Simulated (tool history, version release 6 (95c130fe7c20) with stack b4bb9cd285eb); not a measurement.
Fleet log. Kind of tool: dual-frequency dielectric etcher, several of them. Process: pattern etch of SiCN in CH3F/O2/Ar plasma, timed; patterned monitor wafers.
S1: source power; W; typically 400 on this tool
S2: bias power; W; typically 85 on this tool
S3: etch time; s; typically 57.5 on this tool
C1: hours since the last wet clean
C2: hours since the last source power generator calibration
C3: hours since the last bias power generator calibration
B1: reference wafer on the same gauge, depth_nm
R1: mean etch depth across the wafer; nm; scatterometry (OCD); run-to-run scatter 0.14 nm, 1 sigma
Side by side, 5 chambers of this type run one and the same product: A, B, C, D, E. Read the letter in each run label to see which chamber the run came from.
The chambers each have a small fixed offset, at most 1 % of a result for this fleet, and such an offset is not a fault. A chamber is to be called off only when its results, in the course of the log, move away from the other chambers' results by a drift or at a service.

run   hour   S1   S2    S3     C1      C2      C3      B1      R1
 1D    6.8  400   85  57.5  393.3   680.5  1200.0  24.675  22.653
 2E   11.5  400   85  57.5  237.5   985.0   235.8  24.690  22.722
 3A   18.4  400   85  57.5  130.4  1473.8  1134.4  24.695  23.062
 4B   23.5  400   85  57.5  205.2   719.4  1600.8  24.718  22.757
 5C   27.9  400   85  57.5  379.9   385.0  3121.3  24.693  23.002
 6C   34.2  400   85  57.5  386.2   391.3  3127.6  24.738  22.842
 7A   39.6  400   85  57.5  151.6  1495.0  1155.6  24.720  23.099
      44.2  -- chamber D: wet clean of the chamber
 8B   47.4  400   85  57.5  229.1   743.3  1624.7  24.656  22.798
 9D   55.9  400   85  57.5   11.8   729.6  1249.1  24.708  22.984
10E   62.7  400   85  57.5  288.7  1036.2   287.0  24.691  22.948
11C   71.5  400   85  57.5  423.5   428.6  3164.9  24.687  23.064
12A   80.4  400   99  57.5  192.4  1535.8  1196.4  24.697  24.483
13B   87.2  400   99  57.5  268.9   783.1  1664.5  24.737  23.803
14E   92.6  400   99  57.5  318.6  1066.1   316.9  24.697  24.055
      96.6  -- chamber B: bias power generator calibrated
15D   97.6  400   99  57.5   53.5   771.3  1290.8  24.724  24.341
16B  105.1  400   99  57.5  286.8   801.0     8.6  24.726  23.934
17C  111.7  400   85  57.5  463.7   468.8  3205.1  24.715  22.813
18E  117.1  400   85  57.5  343.1  1090.6   341.4  24.705  22.849
19A  122.4  400   85  57.5  234.4  1577.8  1238.4  24.677  23.076
20D  128.1  400  102  73.5   84.0   801.8  1321.3  24.710  31.329
21C  134.2  400  102  73.5  486.2   491.3  3227.6  24.727  31.203
22E  143.3  400  102  73.5  369.3  1116.8   367.6  24.732  31.480
23B  148.7  400  102  73.5  330.4   844.6    52.2  24.680  30.210
     150.9  -- chamber C: wet clean of the chamber
24A  153.5  400  102  73.5  265.5  1608.9  1269.5  24.718  31.381
25D  162.1  400   85  57.5  118.0   835.8  1355.3  24.676  22.727
26E  168.9  400   85  57.5  394.9  1142.4   393.2  24.659  22.774
27B  176.2  400   85  57.5  357.9   872.1    79.7  24.705  21.680
28D  184.2  400   85  57.5  140.1   857.9  1377.4  24.690  22.734
29C  193.9  400   72  63.5   43.1   551.0  3287.3  24.716  23.927
30A  201.9  400   72  63.5  313.9  1657.3  1317.9  24.709  23.998
31E  207.8  400   72  63.5  433.8  1181.3   432.1  24.680  23.442
32B  215.2  400   72  63.5  396.9   911.1   118.7  24.727  22.326
33A  223.4  400   72  63.5  335.4  1678.8  1339.4  24.703  23.893

Which is it: a chamber that has drifted or been left off by a service, a gauge drift common to all chambers, or only each chamber's usual small offset? If a chamber is off, name it and its likeliest cause.

Chamber B drifts away from the others.
Most likely cause: etch rate under this chamber's usual, % = 5.45.

Here are 4 candidates for chamber B's next run, each the usual settings with a change, their results left as question marks. Which one brings its results back in line with what the others give on the usual settings?
In line here means within this much of the mean the other chambers give on the usual settings: R1 0.500 nm
34B-1  230.3  400  85  54.0                   ?
34B-2  230.3  470  85  57.5                   ?
34B-3  230.3  400  85  58.5                   ?
34B-4  230.3  400  85  56.5                   ?

What the other chambers average on the usual settings: R1 22.858 nm
  run      R1
34B-1  20.148
34B-2  22.784
34B-3  21.827
34B-4  21.081
With 34B-2, the chamber falls back in line with the rest.
